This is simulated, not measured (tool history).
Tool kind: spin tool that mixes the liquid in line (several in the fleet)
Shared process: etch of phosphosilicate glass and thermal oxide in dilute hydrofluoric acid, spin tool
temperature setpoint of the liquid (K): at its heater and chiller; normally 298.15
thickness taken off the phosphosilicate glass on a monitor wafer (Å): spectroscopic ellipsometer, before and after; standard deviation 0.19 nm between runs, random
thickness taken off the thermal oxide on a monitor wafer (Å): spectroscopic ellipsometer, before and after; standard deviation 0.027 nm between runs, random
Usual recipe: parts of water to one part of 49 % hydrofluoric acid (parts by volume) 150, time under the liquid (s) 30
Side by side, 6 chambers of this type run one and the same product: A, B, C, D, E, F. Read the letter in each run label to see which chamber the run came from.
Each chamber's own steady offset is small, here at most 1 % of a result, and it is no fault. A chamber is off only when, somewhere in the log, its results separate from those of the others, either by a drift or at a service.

run	hour	temperature setpoint of the liquid (K)	parts of water to one part of 49 % hydrofluoric acid (parts by volume)	time under the liquid (s)	read-back film thickness of the phosphosilicate glass reference wafer, read on the same gauge (nm)	read-back film thickness of the thermal oxide reference wafer, read on the same gauge (nm)	thickness taken off the phosphosilicate glass on a monitor wafer (Å)	thickness taken off the thermal oxide on a monitor wafer (Å)
1D	8.5	298.15	150	30	49.989	49.96	289.01	9.7424
2E	18.6	298.15	150	30	50.002	50.025	293.51	9.1861
3A	29.2	298.15	150	30	49.995	49.989	295.58	9.5905
4B	40.9	298.15	150	30	50.004	50	295.87	8.9346
5C	49.2	295.65	150	30	50.01	50.001	265.37	8.2823
# hour 51.7: chamber F: hydrofluoric acid flow meter replaced
6F	58.1	295.65	150	30	50.009	50.009	264.93	8.5115
7C	66.2	295.65	150	30	49.987	50.009	263.96	8.3645
# hour 74.8: chamber B: thermometer replaced
8A	77.1	295.65	150	30	50.013	50.03	263.37	8.7341
9D	84.1	295.65	150	30	50.005	49.935	263.79	8.5071
10B	93.9	295.65	150	30	50.009	49.955	265.57	8.3343
11F	101.5	298.15	150	30	49.985	50.011	288.3	9.527
12E	109.9	298.15	150	30	50	50.026	294.04	9.7511
13B	118.5	298.15	150	30	49.99	50.009	294.05	9.2189
14D	124	298.15	150	30	50.019	49.998	292.86	9.6902
# hour 125.6: chamber A: thermometer replaced
15C	130.7	298.15	150	30	50.019	49.984	293.34	9.5003
16A	141.7	298.15	150	30	50.01	49.965	295.32	9.3785
17E	152.9	298.15	150	30	49.984	49.965	291.83	8.9864
18F	159.2	298.15	95	40	50.006	50.04	656.32	21.476
19C	167.2	298.15	95	40	49.992	49.982	649.92	20.436
# hour 169.7: chamber E: hydrofluoric acid flow meter replaced
20D	178.1	298.15	95	40	50.005	49.99	652.33	20.336
21E	188.2	298.15	95	40	50.019	49.999	652.18	20.571
22A	193.7	298.15	95	40	50.012	50.047	652.8	21.689
23F	203.6	298.15	95	40	50.005	49.947	657.14	21.795
24B	215.8	298.15	150	30	49.994	50.012	289.49	9.1618
25D	225.7	298.15	150	30	49.993	50.044	291.9	9.9971
26F	234.9	298.15	150	30	50.004	50.012	293.74	9.0988
27C	243.9	298.15	150	30	49.983	49.991	296.46	8.9959
28A	251.3	298.15	150	30	50	49.955	292.09	9.6864
29B	262	298.15	150	30	49.997	49.996	291.55	9.4019
30E	273.2	298.15	150	30	50.009	50.02	291.87	9.8695
31C	281	298.15	150	30	50.009	49.987	289.74	9.0572
# hour 282.5: chamber A: hydrofluoric acid flow meter replaced
32A	291.5	298.15	125	15	50.011	50.039	179.07	5.9714
33E	303.4	298.15	125	15	49.998	50.01	180.46	5.8051
34D	313.6	298.15	125	15	49.991	50.035	179.2	5.6167
35B	324.5	298.15	125	15	49.998	50.014	180.35	5.7129
36F	330.9	298.15	125	15	50.004	50.023	180.45	6.0066
37B	341.4	298.15	125	15	50.009	49.999	181.61	5.806
38C	347.2	298.15	150	30	50.006	50.014	290.47	9.3214
39E	358.6	298.15	150	30	50.003	50.037	291.54	8.8261
40D	368.9	298.15	150	30	50.014	49.987	288.47	8.9639
41F	378.3	298.15	150	30	50.014	50.012	288.81	9.1277
42A	387.3	298.15	150	30	49.997	49.994	289.75	9.4412
43B	397.4	298.15	150	30	50.011	50.041	292.07	9.2612
44C	407	298.15	150	30	50.018	50.073	288.94	9.2377

For the next run the whole fleet of 6 chambers uses the same settings. Give each chamber's results:
45A	415.7	298.15	150	30			?	?
45B	415.7	298.15	150	30			?	?
45C	415.7	298.15	150	30			?	?
45D	415.7	298.15	150	30			?	?
45E	415.7	298.15	150	30			?	?
45F	415.7	298.15	150	30			?	?

run	thickness taken off the phosphosilicate glass on a monitor wafer (Å)	thickness taken off the thermal oxide on a monitor wafer (Å)
45A	291.72	9.5249
45B	293.75	9.3741
45C	288.83	9.3362
45D	287.71	8.8981
45E	291.46	9.2844
45F	294.03	9.4028
